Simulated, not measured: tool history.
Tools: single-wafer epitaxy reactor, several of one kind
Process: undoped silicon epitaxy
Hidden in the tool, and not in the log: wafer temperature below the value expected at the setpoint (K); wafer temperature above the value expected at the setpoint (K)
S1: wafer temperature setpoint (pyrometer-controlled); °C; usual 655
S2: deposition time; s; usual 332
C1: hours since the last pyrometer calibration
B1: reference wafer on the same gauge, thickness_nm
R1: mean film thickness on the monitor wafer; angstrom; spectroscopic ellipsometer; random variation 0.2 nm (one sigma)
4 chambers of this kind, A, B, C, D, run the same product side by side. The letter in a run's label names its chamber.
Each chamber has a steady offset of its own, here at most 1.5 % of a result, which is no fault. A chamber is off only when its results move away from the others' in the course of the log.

| run | hour | S1 | S2 | C1 | B1 | R1 |
|---|---|---|---|---|---|---|
| 1C | 12.8 | 655 | 332 | 212.8 | 72.824 | 630.55 |
| 2B | 20.3 | 655 | 332 | 862 | 72.935 | 623.15 |
| 3A | 29.4 | 655 | 332 | 1728.2 | 72.915 | 623.76 |
| 4D | 39.3 | 655 | 332 | 1531 | 72.873 | 621.47 |
| 5B | 45.8 | 655 | 332 | 887.5 | 72.903 | 624.47 |
| 6C | 55.4 | 655 | 332 | 255.4 | 72.894 | 630.33 |
| 7A | 66.5 | 655 | 332 | 1765.3 | 72.934 | 623.5 |
| 8D | 79.4 | 655 | 332 | 1571.1 | 72.869 | 622.55 |
| 9C | 88.6 | 655 | 332 | 288.6 | 72.849 | 626.7 |
| 10A | 99.3 | 655 | 332 | 1798.1 | 72.863 | 626.95 |
| 11B | 110.7 | 667 | 285 | 952.4 | 72.898 | 692.92 |
| 12D | 120.5 | 667 | 285 | 1612.2 | 72.9 | 692.51 |
| 13D | 131.2 | 667 | 285 | 1622.9 | 72.873 | 691.54 |
|  | 134.8 | chamber B: pyrometer calibrated |
| 14C | 137.9 | 667 | 285 | 337.9 | 72.931 | 693.37 |
| 15A | 144.5 | 655 | 332 | 1843.3 | 72.868 | 624.78 |
| 16B | 156.9 | 655 | 332 | 22.1 | 72.908 | 622.56 |
| 17B | 165.6 | 655 | 332 | 30.8 | 72.887 | 621.3 |
| 18A | 171.8 | 655 | 332 | 1870.6 | 72.913 | 625.02 |
| 19C | 183.3 | 655 | 332 | 383.3 | 72.887 | 623.98 |
| 20D | 195.5 | 640 | 380 | 1687.2 | 72.919 | 512.14 |
| 21C | 206.2 | 640 | 380 | 406.2 | 72.921 | 520.95 |
| 22D | 215.5 | 640 | 380 | 1707.2 | 72.922 | 511.1 |
| 23B | 227.1 | 640 | 380 | 92.3 | 72.93 | 516.82 |
| 24A | 236.8 | 648 | 388 | 1935.6 | 72.857 | 617.16 |
| 25C | 248.2 | 648 | 388 | 448.2 | 72.989 | 629.78 |
| 26A | 260 | 648 | 388 | 1958.8 | 72.841 | 617.08 |
| 27D | 266.3 | 648 | 388 | 1758 | 72.915 | 624.99 |
|  | 269.3 | chamber D: pyrometer calibrated |
| 28B | 278.8 | 655 | 268 | 144 | 72.837 | 503.96 |
| 29C | 290.7 | 655 | 268 | 490.7 | 72.866 | 504.44 |
| 30D | 303.6 | 655 | 268 | 34.4 | 72.904 | 501.81 |
| 31B | 309.6 | 655 | 268 | 174.8 | 72.909 | 502.62 |
| 32A | 319.6 | 655 | 332 | 2018.4 | 72.904 | 612.89 |
| 33B | 328 | 648 | 389 | 193.2 | 72.921 | 626.28 |
| 34A | 335.7 | 648 | 389 | 2034.5 | 72.82 | 615.81 |
| 35D | 345.6 | 648 | 389 | 76.4 | 72.868 | 623.31 |
| 36C | 351.9 | 648 | 389 | 551.9 | 72.844 | 635.65 |
| 37C | 363.5 | 655 | 332 | 563.5 | 72.914 | 629.52 |
| 38A | 375.5 | 655 | 332 | 2074.3 | 72.888 | 610.14 |
| 39B | 383.4 | 655 | 332 | 248.6 | 72.948 | 621.81 |
| 40D | 394.6 | 655 | 332 | 125.4 | 72.891 | 624.61 |
| 41D | 406.8 | 655 | 362 | 137.6 | 72.898 | 676.68 |

Is one chamber off against the others, does the gauge drift, or is nothing wrong? If a chamber is off, say which, and what the likeliest cause is.

Chamber A drifts away from the others.
Cause: wafer temperature below the value expected at the setpoint (K) = 1.46.

Here are 4 candidates for chamber A's next run, each the usual settings with a change, their results left as question marks. Which one brings its results back in line with what the others give on the usual settings?
In line means no further than this from the other chambers' mean on the usual settings: R1 7.2 angstrom
| 42A-1 | 416.3 | 656 | 335 |  |  | ? |
| 42A-2 | 416.3 | 654 | 329 |  |  | ? |
| 42A-3 | 416.3 | 655 | 335 |  |  | ? |
| 42A-4 | 416.3 | 655 | 329 |  |  | ? |

The other chambers' mean on the usual settings: R1 624.79 angstrom
| run | R1 |
|---|---|
| 42A-1 | 625.23 |
| 42A-2 | 587.75 |
| 42A-3 | 611.72 |
| 42A-4 | 600.76 |
42A-1 brings the chamber back in line.

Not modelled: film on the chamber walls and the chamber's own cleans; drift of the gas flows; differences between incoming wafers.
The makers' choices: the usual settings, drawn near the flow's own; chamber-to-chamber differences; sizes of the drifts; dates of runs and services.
